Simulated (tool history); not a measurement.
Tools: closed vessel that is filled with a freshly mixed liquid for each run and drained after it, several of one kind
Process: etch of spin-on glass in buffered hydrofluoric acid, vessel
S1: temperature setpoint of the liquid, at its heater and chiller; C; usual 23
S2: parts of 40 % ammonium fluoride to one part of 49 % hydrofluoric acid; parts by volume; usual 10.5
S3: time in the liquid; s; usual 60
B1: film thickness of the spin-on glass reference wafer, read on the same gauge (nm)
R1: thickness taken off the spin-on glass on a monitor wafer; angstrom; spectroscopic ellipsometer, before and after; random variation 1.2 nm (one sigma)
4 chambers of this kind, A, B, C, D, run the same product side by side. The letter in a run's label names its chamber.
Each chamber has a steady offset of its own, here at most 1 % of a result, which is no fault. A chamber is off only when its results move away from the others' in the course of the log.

run	day	S1	S2	S3	B1	R1
1C	0.367	23	10.5	60	70.034	2607.1
# day 0.521: chamber B: hydrofluoric acid flow meter replaced
# day 0.688: chamber D: thermometer replaced
2B	0.842	23	10.5	60	69.993	2570.1
3A	1.150	23	10.5	60	70.022	2608.5
4D	1.496	23	10.5	60	70.003	2611.3
5A	1.962	23	10.5	50	70.019	2171.1
6C	2.592	23	10.5	50	69.990	2160.9
7B	3.033	23	10.5	50	70.026	2126.9
8D	3.342	23	10.5	50	70.035	2196.0
9B	3.729	23	10.5	60	69.997	2558.1
10D	4.238	23	10.5	60	70.002	2602.2
11C	4.512	23	10.5	60	70.040	2587.1
# day 4.658: chamber A: hydrofluoric acid flow meter replaced
12A	5.008	23	10.5	60	70.015	2606.6
13A	5.350	23	10.5	60	69.998	2617.4
14D	5.838	23	10.5	60	69.988	2636.9
15B	6.417	23	10.5	60	69.946	2544.0
16C	6.954	23	10.5	45	70.011	1956.6
# day 7.429: chamber A: thermometer replaced
17A	7.538	23	10.5	45	70.010	1961.7
18B	7.867	23	10.5	45	69.951	1916.4
19D	8.317	23	10.5	45	70.033	1967.7
20C	8.704	23	10.5	60	70.047	2579.8
21C	9.183	23	10.5	60	69.991	2586.8
22B	9.504	23	10.5	60	69.939	2549.5
23A	9.867	23	10.5	60	70.006	2625.1
24D	10.312	27	10.5	40	70.005	2156.3
25B	10.592	27	10.5	40	70.026	2121.2
26D	11.000	27	10.5	40	70.022	2142.5
27A	11.425	27	10.5	40	69.997	2166.4

Is one chamber off against the others, does the gauge drift, or is nothing wrong? If a chamber is off, say which, and what the likeliest cause is.

No chamber stands off beyond its own small offset, and the gauge holds steady.
